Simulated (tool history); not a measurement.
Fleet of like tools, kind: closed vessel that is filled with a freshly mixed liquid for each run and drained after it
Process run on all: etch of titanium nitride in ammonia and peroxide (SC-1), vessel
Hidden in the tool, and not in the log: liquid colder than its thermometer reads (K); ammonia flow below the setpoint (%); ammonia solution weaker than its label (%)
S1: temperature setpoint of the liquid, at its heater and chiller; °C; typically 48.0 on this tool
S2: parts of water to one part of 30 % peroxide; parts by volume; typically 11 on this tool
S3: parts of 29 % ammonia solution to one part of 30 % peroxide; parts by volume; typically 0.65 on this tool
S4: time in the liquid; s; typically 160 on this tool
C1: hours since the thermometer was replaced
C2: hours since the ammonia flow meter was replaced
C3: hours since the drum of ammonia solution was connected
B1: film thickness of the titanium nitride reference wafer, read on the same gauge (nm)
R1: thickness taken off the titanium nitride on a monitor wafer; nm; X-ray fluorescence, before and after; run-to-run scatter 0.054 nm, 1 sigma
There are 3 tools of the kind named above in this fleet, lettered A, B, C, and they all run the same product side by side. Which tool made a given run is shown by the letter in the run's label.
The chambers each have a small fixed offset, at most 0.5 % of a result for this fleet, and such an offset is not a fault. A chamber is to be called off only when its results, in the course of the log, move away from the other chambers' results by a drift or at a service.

run,hour,S1,S2,S3,S4,C1,C2,C3,B1,R1
1A,4.8,48.0,11,0.65,160,1529.3,242.0,535.7,40.022,7.6386
2B,8.5,48.0,11,0.65,160,874.9,1613.4,570.5,39.998,7.7076
3C,12.9,48.0,11,0.65,160,524.5,1423.3,256.6,39.988,7.7250
4A,18.0,48.0,11,0.65,160,1542.5,255.2,548.9,39.980,7.7287
5C,24.4,48.0,11,0.65,95,536.0,1434.8,268.1,40.001,4.5343
6B,30.5,48.0,11,0.65,95,896.9,1635.4,592.5,40.009,4.4850
7C,36.8,48.0,11,0.65,95,548.4,1447.2,280.5,39.976,4.5557
8B,43.1,48.0,11,0.65,160,909.5,1648.0,605.1,40.033,7.5026
9A,48.5,48.0,11,0.65,160,1573.0,285.7,579.4,40.015,7.5329
# hour 52.3: chamber A: thermometer replaced
10A,54.4,48.0,11,0.65,160,2.2,291.6,585.3,40.029,7.6005
11C,60.0,48.0,11,0.65,160,571.6,1470.4,303.7,40.013,7.7255
12B,63.3,48.0,11,0.65,160,929.7,1668.2,625.3,40.039,7.4344
13B,67.9,48.0,11,0.65,160,934.3,1672.8,629.9,40.019,7.3622
14A,72.4,48.0,11,0.65,160,20.2,309.6,603.3,39.996,7.7046
15C,78.2,48.0,11,0.65,160,589.8,1488.6,321.9,40.003,7.6904
16C,83.8,48.0,11,0.65,160,595.4,1494.2,327.5,40.011,7.6641
17B,90.1,48.0,11,0.65,160,956.5,1695.0,652.1,40.000,7.4696
18A,94.3,48.0,11,0.65,160,42.1,331.5,625.2,40.035,7.5254
19A,97.2,48.0,11,0.65,160,45.0,334.4,628.1,39.984,7.6601
20B,102.6,48.0,11,0.65,160,969.0,1707.5,664.6,40.032,7.2943
21C,107.9,52.5,11,0.65,225,619.5,1518.3,351.6,40.030,14.6390
22B,111.7,52.5,11,0.65,225,978.1,1716.6,673.7,40.009,13.9240
23A,117.3,52.5,11,0.65,225,65.1,354.5,648.2,39.995,14.6480
24C,122.4,48.0,11,0.65,160,634.0,1532.8,366.1,39.978,7.5873
25C,128.1,48.0,11,0.65,160,639.7,1538.5,371.8,39.998,7.5719
26B,134.6,48.0,11,0.65,160,1001.0,1739.5,696.6,40.021,7.1342

Predict what each chamber gives when all 3 of them run the settings below next.
27A,139.4,48.0,11,0.45,160,,,,,?
27B,139.4,48.0,11,0.45,160,,,,,?
27C,139.4,48.0,11,0.45,160,,,,,?

run,R1
27A,7.1171
27B,6.7868
27C,7.1962

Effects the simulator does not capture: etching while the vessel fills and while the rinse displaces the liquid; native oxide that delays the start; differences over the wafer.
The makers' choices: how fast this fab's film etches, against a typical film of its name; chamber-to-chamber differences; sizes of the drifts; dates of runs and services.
